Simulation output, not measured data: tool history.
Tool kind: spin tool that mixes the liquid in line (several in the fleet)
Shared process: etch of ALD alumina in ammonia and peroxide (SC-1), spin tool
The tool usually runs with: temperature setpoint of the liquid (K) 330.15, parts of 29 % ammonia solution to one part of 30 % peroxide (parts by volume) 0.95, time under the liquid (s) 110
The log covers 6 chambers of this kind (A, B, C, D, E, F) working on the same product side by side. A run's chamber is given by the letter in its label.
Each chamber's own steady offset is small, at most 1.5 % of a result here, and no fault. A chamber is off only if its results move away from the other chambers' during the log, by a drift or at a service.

run,hour,temperature setpoint of the liquid (K),parts of 29 % ammonia solution to one part of 30 % peroxide (parts by volume),time under the liquid (s),"read-back film thickness of the ALD alumina reference wafer, read on the same gauge (nm)",thickness taken off the ALD alumina on a monitor wafer (Å)
1B,8.8,330.15,0.95,110,140.00,89.337
2C,16.7,330.15,0.95,110,140.01,91.264
# hour 18.5: chamber C: thermometer replaced
3E,22.3,330.15,0.95,110,140.03,89.554
4D,31.9,330.15,0.95,110,139.98,91.526
# hour 35.4: chamber D: thermometer replaced
# hour 39.9: chamber C: new drum of ammonia solution connected
5F,40.3,330.15,0.95,110,140.04,91.058
6A,50.3,330.15,0.95,110,139.99,90.992
7E,58.0,330.15,0.95,110,140.01,88.450
# hour 58.5: chamber B: new drum of ammonia solution connected
8F,64.4,330.15,0.95,110,139.99,92.156
9C,72.9,330.15,0.95,110,140.01,91.379
10A,81.2,330.15,0.95,110,139.98,90.237
11D,93.8,330.15,0.95,110,139.98,90.760
12B,102.6,330.15,0.95,110,140.02,90.114
13A,109.9,330.15,1.15,110,140.00,91.486
14B,120.7,330.15,1.15,110,140.00,90.870
15D,126.7,330.15,1.15,110,140.00,93.090
16C,139.4,330.15,1.15,110,139.99,92.910
17F,145.7,330.15,1.15,110,140.00,92.660
18E,151.8,330.15,1.15,110,140.02,91.547
19E,162.6,330.15,0.95,110,140.00,88.651
20A,171.7,330.15,0.95,110,140.00,89.945
21B,184.3,330.15,0.95,85,139.99,69.785
22C,196.8,330.15,0.95,85,140.00,68.407
# hour 200.3: chamber E: thermometer replaced
# hour 203.7: chamber F: new drum of ammonia solution connected
23F,205.1,330.15,0.95,85,139.99,71.421
24D,215.2,330.15,0.95,85,140.00,69.276
25C,225.7,330.15,0.95,85,139.98,66.825
26F,237.0,330.15,0.95,85,140.02,71.234
27B,245.8,322.65,0.70,110,140.01,58.436
28E,254.0,322.65,0.70,110,139.97,58.922
29D,262.6,322.65,0.70,110,140.00,59.905
30A,275.7,322.65,0.70,110,140.01,59.951
31C,287.8,322.65,0.70,110,140.02,54.994
32D,293.7,322.65,0.70,110,140.01,59.471
33F,305.7,330.15,0.95,110,140.01,91.700
34B,315.8,330.15,0.95,110,140.01,90.250
# hour 319.8: chamber B: new drum of ammonia solution connected
35E,328.3,330.15,0.95,110,140.02,89.915
36A,335.7,330.15,0.95,110,140.01,89.153
37E,342.1,330.15,0.95,110,139.97,89.287
# hour 343.8: chamber A: thermometer replaced
38D,354.6,330.15,0.95,110,139.99,91.021
39B,365.6,330.15,0.95,110,139.98,89.482
40F,376.6,330.15,0.95,110,140.01,91.084
41C,388.2,330.15,0.95,110,139.97,81.405
42A,401.0,330.15,0.95,110,140.01,90.091

Does one chamber stand apart from the rest, does the shared gauge drift, or is all well apart from small per-chamber offsets? Give the chamber and the most likely cause, where there is one.

Chamber C drifts away from the others.
Likeliest cause: temperature lost on the way to the wafer (K) = 2.17.
The log may not tell that from: liquid colder than its thermometer reads (K).

Chamber C could run next with any of the 4 candidate recipes listed below; each alters the usual settings, and their results appear as question marks. Which one brings its results back in line with what the other chambers deliver on the usual settings?
Maximum distance from the other chambers' mean on the usual settings for a result to count as in line: thickness taken off the ALD alumina on a monitor wafer (Å) 2.900
43C-1,410.4,332.15,0.95,110,,?
43C-2,410.4,328.15,0.95,110,,?
43C-3,410.4,329.15,0.95,110,,?
43C-4,410.4,330.15,0.95,115,,?

The mean the other chambers reach with the usual settings: thickness taken off the ALD alumina on a monitor wafer (Å) 90.435
run,thickness taken off the ALD alumina on a monitor wafer (Å)
43C-1,90.162
43C-2,73.119
43C-3,77.113
43C-4,84.946
43C-1 is the one that brings the chamber's results back in line with the other chambers.
